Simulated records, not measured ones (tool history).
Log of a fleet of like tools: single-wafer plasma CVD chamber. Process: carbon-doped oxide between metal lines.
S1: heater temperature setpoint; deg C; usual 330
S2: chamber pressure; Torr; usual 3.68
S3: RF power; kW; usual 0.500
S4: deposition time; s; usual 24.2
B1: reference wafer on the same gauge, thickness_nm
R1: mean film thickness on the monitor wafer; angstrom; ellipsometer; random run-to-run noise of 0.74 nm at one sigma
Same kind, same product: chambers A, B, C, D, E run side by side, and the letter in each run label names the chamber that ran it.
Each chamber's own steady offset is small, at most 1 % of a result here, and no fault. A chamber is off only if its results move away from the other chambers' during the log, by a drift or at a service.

| run | hour | S1 | S2 | S3 | S4 | B1 | R1 |
|---|---|---|---|---|---|---|---|
| 1D | 4.5 | 330 | 3.68 | 0.500 | 24.2 | 144.76 | 1255.9 |
| 2A | 9.9 | 330 | 3.68 | 0.500 | 24.2 | 145.12 | 1269.3 |
| 3B | 14.4 | 330 | 3.68 | 0.500 | 24.2 | 144.89 | 1282.9 |
| 4C | 20.3 | 330 | 3.68 | 0.500 | 24.2 | 144.85 | 1289.2 |
| 5E | 24.4 | 330 | 3.68 | 0.500 | 24.2 | 145.07 | 1267.3 |
| 6A | 28.9 | 330 | 3.68 | 0.500 | 24.2 | 144.92 | 1266.2 |
| 7D | 35.1 | 330 | 3.68 | 0.500 | 24.2 | 145.00 | 1260.7 |
| 8E | 40.2 | 330 | 3.68 | 0.500 | 24.2 | 145.00 | 1273.8 |
| 9C | 46.3 | 330 | 3.68 | 0.500 | 24.2 | 144.98 | 1269.8 |
| 10B | 52.5 | 330 | 3.68 | 0.500 | 24.2 | 145.15 | 1280.0 |
| 11B | 57.0 | 330 | 3.68 | 0.500 | 24.2 | 144.90 | 1270.9 |
| 12C | 60.5 | 330 | 3.68 | 0.500 | 24.2 | 144.98 | 1285.0 |
| 13E | 64.9 | 330 | 3.68 | 0.500 | 24.2 | 144.96 | 1271.2 |
| 14A | 68.8 | 330 | 3.68 | 0.500 | 24.2 | 144.95 | 1250.8 |
| 15D | 73.4 | 330 | 3.68 | 0.500 | 24.2 | 144.79 | 1252.6 |
| 16E | 79.0 | 330 | 3.68 | 0.500 | 24.2 | 144.95 | 1271.6 |
| 17A | 83.1 | 325 | 3.13 | 0.500 | 24.2 | 145.01 | 1279.5 |
| 18D | 87.4 | 325 | 3.13 | 0.500 | 24.2 | 145.06 | 1242.2 |
| 19C | 93.5 | 325 | 3.13 | 0.500 | 24.2 | 145.13 | 1281.1 |
| 20B | 99.3 | 325 | 3.13 | 0.500 | 24.2 | 144.92 | 1270.1 |
| 21D | 102.0 | 325 | 3.13 | 0.500 | 24.2 | 145.02 | 1243.3 |
|  | 104.2 | chamber D: thermocouple changed; heater temperature recalibrated |
| 22B | 105.7 | 330 | 3.68 | 0.500 | 24.2 | 144.94 | 1272.3 |
| 23C | 109.4 | 330 | 3.68 | 0.500 | 24.2 | 144.90 | 1283.9 |
| 24A | 113.5 | 330 | 3.68 | 0.500 | 24.2 | 145.21 | 1270.5 |
| 25E | 118.7 | 330 | 3.68 | 0.500 | 24.2 | 144.96 | 1261.8 |
| 26E | 123.1 | 337 | 3.68 | 0.500 | 28.6 | 144.97 | 1481.0 |
| 27D | 127.1 | 337 | 3.68 | 0.500 | 28.6 | 145.14 | 1404.0 |
| 28A | 130.7 | 337 | 3.68 | 0.500 | 28.6 | 144.95 | 1476.2 |
| 29C | 135.7 | 337 | 3.68 | 0.500 | 28.6 | 145.03 | 1466.9 |
| 30B | 139.7 | 337 | 3.68 | 0.500 | 28.6 | 144.77 | 1470.2 |
| 31A | 145.3 | 330 | 3.68 | 0.500 | 24.2 | 144.90 | 1263.9 |
| 32E | 150.6 | 330 | 3.68 | 0.500 | 24.2 | 144.97 | 1272.1 |
| 33C | 153.5 | 330 | 3.68 | 0.500 | 24.2 | 145.11 | 1280.8 |
| 34B | 159.6 | 330 | 3.68 | 0.500 | 24.2 | 144.84 | 1269.3 |
| 35D | 164.2 | 330 | 3.68 | 0.500 | 24.2 | 144.84 | 1217.5 |
| 36B | 168.4 | 330 | 3.68 | 0.500 | 24.2 | 145.18 | 1273.4 |
|  | 168.5 | chamber C: capacitance manometer re-zeroed and calibrated |
| 37C | 171.8 | 330 | 3.68 | 0.500 | 24.2 | 144.72 | 1274.9 |
| 38E | 174.8 | 330 | 3.68 | 0.500 | 24.2 | 144.84 | 1271.9 |
| 39A | 180.9 | 330 | 3.68 | 0.500 | 24.2 | 145.09 | 1267.0 |
| 40D | 186.8 | 330 | 3.68 | 0.500 | 24.2 | 144.99 | 1210.3 |

Is one chamber out of step, is the gauge drifting, or do the chambers differ by no more than their own small offsets? For an off chamber, give its letter and the likeliest cause.

Little by little, chamber D moves away from the other chambers.
Cause: delivered RF power below the setpoint (%) = 7.26.

Here are 4 candidates for chamber D's next run, each the usual settings with a change, their results left as question marks. Which one brings its results back in line with what the others give on the usual settings?
Maximum distance from the other chambers' mean on the usual settings for a result to count as in line: R1 26.0 angstrom
| 41D-1 | 191.2 | 332 | 3.68 | 0.500 | 21.4 |  | ? |
| 41D-2 | 191.2 | 330 | 3.68 | 0.500 | 27.2 |  | ? |
| 41D-3 | 191.2 | 331 | 3.68 | 0.485 | 23.3 |  | ? |
| 41D-4 | 191.2 | 329 | 3.68 | 0.515 | 25.1 |  | ? |

Other chambers, usual settings, mean: R1 1272.4 angstrom
| run | R1 |
|---|---|
| 41D-1 | 1055.0 |
| 41D-2 | 1344.6 |
| 41D-3 | 1127.9 |
| 41D-4 | 1270.3 |
41D-4 brings the chamber back in line.
